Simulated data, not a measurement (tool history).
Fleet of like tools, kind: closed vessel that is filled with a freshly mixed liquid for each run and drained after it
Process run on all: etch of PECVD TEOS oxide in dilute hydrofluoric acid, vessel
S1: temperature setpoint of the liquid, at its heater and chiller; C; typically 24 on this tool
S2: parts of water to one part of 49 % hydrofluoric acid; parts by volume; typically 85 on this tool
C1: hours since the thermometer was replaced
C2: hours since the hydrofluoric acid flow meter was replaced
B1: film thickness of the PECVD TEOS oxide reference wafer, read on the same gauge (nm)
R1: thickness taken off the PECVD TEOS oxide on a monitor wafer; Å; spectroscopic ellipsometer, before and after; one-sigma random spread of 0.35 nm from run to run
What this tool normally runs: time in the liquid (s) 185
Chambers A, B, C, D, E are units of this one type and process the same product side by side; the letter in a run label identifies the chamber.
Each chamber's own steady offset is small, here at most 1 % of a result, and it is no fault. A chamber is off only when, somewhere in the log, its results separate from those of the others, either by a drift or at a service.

run 1C hour=8.7 | S1=24 S2=85 time_in_the_liquid_(s)=185 | C1=516.8 C2=1809.6 | B1=130.00 | R1=422.73
run 2A hour=15.6 | S1=24 S2=85 time_in_the_liquid_(s)=185 | C1=91.6 C2=917.1 | B1=130.00 | R1=420.90
run 3D hour=24.1 | S1=24 S2=85 time_in_the_liquid_(s)=185 | C1=1151.8 C2=2496.9 | B1=130.00 | R1=411.67
run 4B hour=31.0 | S1=24 S2=85 time_in_the_liquid_(s)=185 | C1=641.3 C2=134.4 | B1=130.02 | R1=421.29
run 5E hour=40.9 | S1=24 S2=85 time_in_the_liquid_(s)=185 | C1=270.7 C2=630.5 | B1=130.00 | R1=417.06
run 6C hour=51.5 | S1=24 S2=85 time_in_the_liquid_(s)=185 | C1=559.6 C2=1852.4 | B1=130.01 | R1=423.85
run 7A hour=63.7 | S1=24 S2=85 time_in_the_liquid_(s)=185 | C1=139.7 C2=965.2 | B1=130.01 | R1=413.86
run 8E hour=77.4 | S1=24 S2=85 time_in_the_liquid_(s)=185 | C1=307.2 C2=667.0 | B1=129.99 | R1=420.40
run 9B hour=86.2 | S1=24 S2=85 time_in_the_liquid_(s)=220 | C1=696.5 C2=189.6 | B1=130.00 | R1=497.84
run 10D hour=98.7 | S1=24 S2=85 time_in_the_liquid_(s)=220 | C1=1226.4 C2=2571.5 | B1=129.99 | R1=492.85
run 11B hour=108.4 | S1=24 S2=85 time_in_the_liquid_(s)=220 | C1=718.7 C2=211.8 | B1=130.01 | R1=498.80
run 12E hour=118.5 | S1=24 S2=85 time_in_the_liquid_(s)=220 | C1=348.3 C2=708.1 | B1=130.00 | R1=500.66
-- hour=122.4 chamber D: hydrofluoric acid flow meter replaced
run 13D hour=131.2 | S1=24 S2=85 time_in_the_liquid_(s)=220 | C1=1258.9 C2=8.9 | B1=130.00 | R1=496.98
run 14A hour=142.8 | S1=24 S2=85 time_in_the_liquid_(s)=185 | C1=218.8 C2=1044.3 | B1=130.02 | R1=403.03
run 15C hour=151.9 | S1=24 S2=85 time_in_the_liquid_(s)=185 | C1=660.0 C2=1952.8 | B1=129.99 | R1=418.57
-- hour=163.6 chamber D: thermometer replaced
run 16B hour=163.7 | S1=26 S2=110 time_in_the_liquid_(s)=185 | C1=774.0 C2=267.1 | B1=130.02 | R1=343.38
run 17C hour=175.4 | S1=26 S2=110 time_in_the_liquid_(s)=185 | C1=683.5 C2=1976.3 | B1=130.01 | R1=334.81
run 18D hour=189.5 | S1=26 S2=110 time_in_the_liquid_(s)=185 | C1=25.9 C2=67.2 | B1=130.01 | R1=329.77
run 19A hour=200.1 | S1=26 S2=110 time_in_the_liquid_(s)=185 | C1=276.1 C2=1101.6 | B1=129.98 | R1=324.74
run 20E hour=213.3 | S1=26 S2=110 time_in_the_liquid_(s)=185 | C1=443.1 C2=802.9 | B1=129.99 | R1=336.76
run 21E hour=222.5 | S1=24 S2=85 time_in_the_liquid_(s)=185 | C1=452.3 C2=812.1 | B1=130.03 | R1=422.13
run 22B hour=234.8 | S1=24 S2=85 time_in_the_liquid_(s)=185 | C1=845.1 C2=338.2 | B1=130.01 | R1=416.64
run 23A hour=246.9 | S1=24 S2=85 time_in_the_liquid_(s)=185 | C1=322.9 C2=1148.4 | B1=130.00 | R1=395.77
run 24C hour=256.8 | S1=24 S2=85 time_in_the_liquid_(s)=185 | C1=764.9 C2=2057.7 | B1=130.02 | R1=414.87
run 25D hour=269.2 | S1=24 S2=85 time_in_the_liquid_(s)=185 | C1=105.6 C2=146.9 | B1=130.01 | R1=411.03
run 26E hour=277.5 | S1=24 S2=85 time_in_the_liquid_(s)=185 | C1=507.3 C2=867.1 | B1=130.00 | R1=426.12
run 27D hour=289.9 | S1=24 S2=85 time_in_the_liquid_(s)=185 | C1=126.3 C2=167.6 | B1=130.03 | R1=412.74
run 28B hour=302.2 | S1=24 S2=85 time_in_the_liquid_(s)=285 | C1=912.5 C2=405.6 | B1=130.02 | R1=648.67
run 29A hour=314.0 | S1=24 S2=85 time_in_the_liquid_(s)=285 | C1=390.0 C2=1215.5 | B1=130.00 | R1=606.96
run 30C hour=324.5 | S1=24 S2=85 time_in_the_liquid_(s)=285 | C1=832.6 C2=2125.4 | B1=129.99 | R1=643.38
run 31C hour=337.7 | S1=24 S2=85 time_in_the_liquid_(s)=285 | C1=845.8 C2=2138.6 | B1=129.98 | R1=649.73
-- hour=347.8 chamber C: hydrofluoric acid flow meter replaced
run 32D hour=351.4 | S1=24 S2=85 time_in_the_liquid_(s)=285 | C1=187.8 C2=229.1 | B1=129.99 | R1=644.38
run 33B hour=361.5 | S1=24 S2=85 time_in_the_liquid_(s)=185 | C1=971.8 C2=464.9 | B1=129.99 | R1=420.49
run 34A hour=372.0 | S1=24 S2=85 time_in_the_liquid_(s)=185 | C1=448.0 C2=1273.5 | B1=130.01 | R1=383.13
run 35E hour=380.1 | S1=24 S2=85 time_in_the_liquid_(s)=100 | C1=609.9 C2=969.7 | B1=130.00 | R1=228.05
run 36A hour=388.3 | S1=24 S2=85 time_in_the_liquid_(s)=100 | C1=464.3 C2=1289.8 | B1=129.99 | R1=207.11
run 37B hour=399.0 | S1=24 S2=85 time_in_the_liquid_(s)=100 | C1=1009.3 C2=502.4 | B1=129.99 | R1=228.39
run 38D hour=407.8 | S1=24 S2=85 time_in_the_liquid_(s)=100 | C1=244.2 C2=285.5 | B1=129.99 | R1=222.42
run 39C hour=414.1 | S1=24 S2=85 time_in_the_liquid_(s)=100 | C1=922.2 C2=66.4 | B1=129.99 | R1=228.95
run 40E hour=421.8 | S1=24 S2=85 time_in_the_liquid_(s)=185 | C1=651.6 C2=1011.4 | B1=129.96 | R1=422.87
run 41B hour=435.1 | S1=24 S2=85 time_in_the_liquid_(s)=185 | C1=1045.4 C2=538.5 | B1=130.03 | R1=416.64
run 42E hour=441.7 | S1=24 S2=85 time_in_the_liquid_(s)=185 | C1=671.5 C2=1031.3 | B1=130.00 | R1=426.96
run 43D hour=451.6 | S1=26 S2=50 time_in_the_liquid_(s)=185 | C1=288.0 C2=329.3 | B1=130.00 | R1=803.57
run 44A hour=463.3 | S1=26 S2=50 time_in_the_liquid_(s)=185 | C1=539.3 C2=1364.8 | B1=129.99 | R1=725.90

Decide between three cases: one chamber stands off from its peers, the gauge reading all wafers drifts, or nothing is wrong past each chamber's small offset. Where a chamber is off, say which and what most likely put it there.

Chamber A drifts away from the others.
What lies behind it: hydrofluoric acid flow below the setpoint (%) = 10.3.
The log may not tell that from: liquid colder than its thermometer reads (K).

Chamber A could run next with any of the 4 candidate recipes listed below; each alters the usual settings, and their results appear as question marks. Which one brings its results back in line with what the other chambers deliver on the usual settings?
Allowed miss from the other chambers' usual-settings mean, per result, to count as in line: R1 12.00 Å
run 45A-1 hour=473.4 | S1=24.0 S2=90 time_in_the_liquid_(s)=175 | R1=?
run 45A-2 hour=473.4 | S1=27.0 S2=85 time_in_the_liquid_(s)=185 | R1=?
run 45A-3 hour=473.4 | S1=23.5 S2=90 time_in_the_liquid_(s)=165 | R1=?
run 45A-4 hour=473.4 | S1=24.0 S2=70 time_in_the_liquid_(s)=185 | R1=?

On the usual settings, the other chambers give on average: R1 419.20 Å
run=45A-1 R1=330.79
run=45A-2 R1=420.19
run=45A-3 R1=305.76
run=45A-4 R1=464.03
The answer is 45A-2, which returns the chamber to within the allowed miss of the others.
